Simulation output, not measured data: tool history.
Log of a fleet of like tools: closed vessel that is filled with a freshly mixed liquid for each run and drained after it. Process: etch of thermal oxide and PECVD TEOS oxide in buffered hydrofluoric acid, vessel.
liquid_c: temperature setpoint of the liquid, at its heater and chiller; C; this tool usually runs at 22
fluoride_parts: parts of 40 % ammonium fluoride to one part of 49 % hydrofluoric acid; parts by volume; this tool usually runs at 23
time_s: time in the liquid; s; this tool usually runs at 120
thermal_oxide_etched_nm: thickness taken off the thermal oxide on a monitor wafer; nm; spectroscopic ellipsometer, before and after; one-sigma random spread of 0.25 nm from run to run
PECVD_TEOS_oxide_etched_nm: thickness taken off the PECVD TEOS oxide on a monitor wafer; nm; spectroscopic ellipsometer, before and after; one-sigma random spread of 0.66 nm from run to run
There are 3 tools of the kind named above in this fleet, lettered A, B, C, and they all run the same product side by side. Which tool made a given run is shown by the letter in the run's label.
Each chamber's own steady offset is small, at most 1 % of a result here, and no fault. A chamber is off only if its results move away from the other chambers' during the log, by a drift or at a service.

run   hour  liquid_c  fluoride_parts  time_s  hours since the thermometer was replaced  hours since the hydrofluoric acid flow meter was replaced  read-back film thickness of the thermal oxide reference wafer, read on the same gauge (nm)  read-back film thickness of the PECVD TEOS oxide reference wafer, read on the same gauge (nm)  thermal_oxide_etched_nm  PECVD_TEOS_oxide_etched_nm
 1B    3.9        22              23     120                                     409.3                                                       1576                                                                                         140                                                                                         49.988                   56.133                         188
 2C    8.5        22              23     120                                     225.6                                                      569.2                                                                                         140                                                                                         50.058                   56.824                      186.18
 3A   12.8        22              23     120                                     504.8                                                      125.4                                                                                      140.01                                                                                          50.01                   57.221                      187.93
 4A   21.1        22              23     120                                     513.1                                                      133.7                                                                                      140.02                                                                                         50.036                   57.176                         187
 5B   25.6        20              30     120                                       431                                                     1597.7                                                                                      139.97                                                                                          49.96                    42.02                       139.1
 6C   30.8        20              30     120                                     247.9                                                      591.5                                                                                      139.95                                                                                         49.983                   42.299                      138.95
      33.6  -- chamber B: hydrofluoric acid flow meter replaced
 7B   34.6        20              30     120                                       440                                                          1                                                                                      139.99                                                                                         50.024                   41.769                      139.02
 8A   38.5        22              23     120                                     530.5                                                      151.1                                                                                         140                                                                                         50.061                    56.74                      188.27
 9C   43.7        22            18.5      55                                     260.8                                                      604.4                                                                                      139.99                                                                                         49.949                   31.305                      102.35
10A   52.4        22            18.5      55                                     544.4                                                        165                                                                                      140.02                                                                                             50                   30.978                      103.45
11C   57.5        22            18.5      55                                     274.6                                                      618.2                                                                                      139.98                                                                                         49.985                    31.01                      101.69
12B   65.7        22              23     120                                     471.1                                                       32.1                                                                                         140                                                                                          49.98                   56.586                      187.87
13C   73.5        22              23     120                                     290.6                                                      634.2                                                                                      139.98                                                                                         50.027                   56.534                      187.17
14B   77.8        22              23     120                                     483.2                                                       44.2                                                                                      139.97                                                                                         49.982                   56.837                       186.8
15A   84.1        22              23     120                                     576.1                                                      196.7                                                                                         140                                                                                         49.992                   57.103                      186.85
16A   89.6        22              23     120                                     581.6                                                      202.2                                                                                         140                                                                                         50.012                   57.067                      187.72
17B   95.1        22              23     120                                     500.5                                                       61.5                                                                                         140                                                                                         50.052                   56.214                       186.4
18C  102.4      23.5              27     120                                     319.5                                                      663.1                                                                                      140.01                                                                                         49.963                   55.693                         181
19C  109.2      23.5              27     120                                     326.3                                                      669.9                                                                                         140                                                                                         50.023                    55.01                      182.18
20A    118      23.5              27     120                                       610                                                      230.6                                                                                      140.01                                                                                         50.001                   55.514                      182.72
21B  126.3        22              23     120                                     531.7                                                       92.7                                                                                      139.98                                                                                         50.031                     56.2                      187.22
22C  130.9        22              23     120                                       348                                                      691.6                                                                                      140.01                                                                                          50.02                   57.275                      185.49
23B  135.4        22              23     120                                     540.8                                                      101.8                                                                                      139.99                                                                                         50.032                   56.706                      187.75
24A  142.1        22              23     120                                     634.1                                                      254.7                                                                                      139.97                                                                                         49.958                   57.114                      188.13
25A  146.9        22              30      90                                     638.9                                                      259.5                                                                                      140.03                                                                                         50.008                   35.609                       117.2
26B  153.5        22              30      90                                     558.9                                                      119.9                                                                                      139.98                                                                                         50.038                    34.97                      116.99
27C  161.4        22              30      90                                     378.5                                                      722.1                                                                                      139.97                                                                                         50.026                   35.476                      116.43
28B  168.5        22              23     120                                     573.9                                                      134.9                                                                                      140.03                                                                                             50                   56.609                      187.67
29A  176.1        22              23     120                                     668.1                                                      288.7                                                                                      139.98                                                                                         49.995                   56.945                      189.29
30C  183.8        22              23     120                                     400.9                                                      744.5                                                                                      140.01                                                                                         50.008                   57.311                       187.1
31B  189.9        22              23     120                                     595.3                                                      156.3                                                                                      140.01                                                                                         49.988                   56.318                      186.65
32A  197.5      25.5            29.5     120                                     689.5                                                      310.1                                                                                      140.01                                                                                         49.969                   58.004                       191.9
33C  204.8      25.5            29.5     120                                     421.9                                                      765.5                                                                                         140                                                                                         49.977                   58.071                      190.12
34C  212.2      25.5            29.5     120                                     429.3                                                      772.9                                                                                      139.99                                                                                         49.992                   57.806                       189.9
35B  216.1        22              23     120                                     621.5                                                      182.5                                                                                      140.02                                                                                         50.014                   56.436                      188.97
36A  220.3        22            28.5     120                                     712.3                                                      332.9                                                                                      139.99                                                                                         50.015                   49.231                       162.4
37C  224.8        22            28.5     120                                     441.9                                                      785.5                                                                                      140.02                                                                                         49.977                   49.187                       161.4
38A  232.7        22            28.5     120                                     724.7                                                      345.3                                                                                      139.98                                                                                         50.015                   48.531                      161.58
39B  240.8        22              23     120                                     646.2                                                      207.2                                                                                         140                                                                                         49.972                   56.575                      187.46
40C  248.5        22              23     120                                     465.6                                                      809.2                                                                                      140.01                                                                                         49.944                   57.064                      186.93
41A    256        22              23     120                                       748                                                      368.6                                                                                      139.96                                                                                             50                   57.091                      187.72

Decide between three cases: one chamber stands off from its peers, the gauge reading all wafers drifts, or nothing is wrong past each chamber's small offset. Where a chamber is off, say which and what most likely put it there.

Beyond each chamber's small constant offset nothing stands out, and the gauge stays steady.

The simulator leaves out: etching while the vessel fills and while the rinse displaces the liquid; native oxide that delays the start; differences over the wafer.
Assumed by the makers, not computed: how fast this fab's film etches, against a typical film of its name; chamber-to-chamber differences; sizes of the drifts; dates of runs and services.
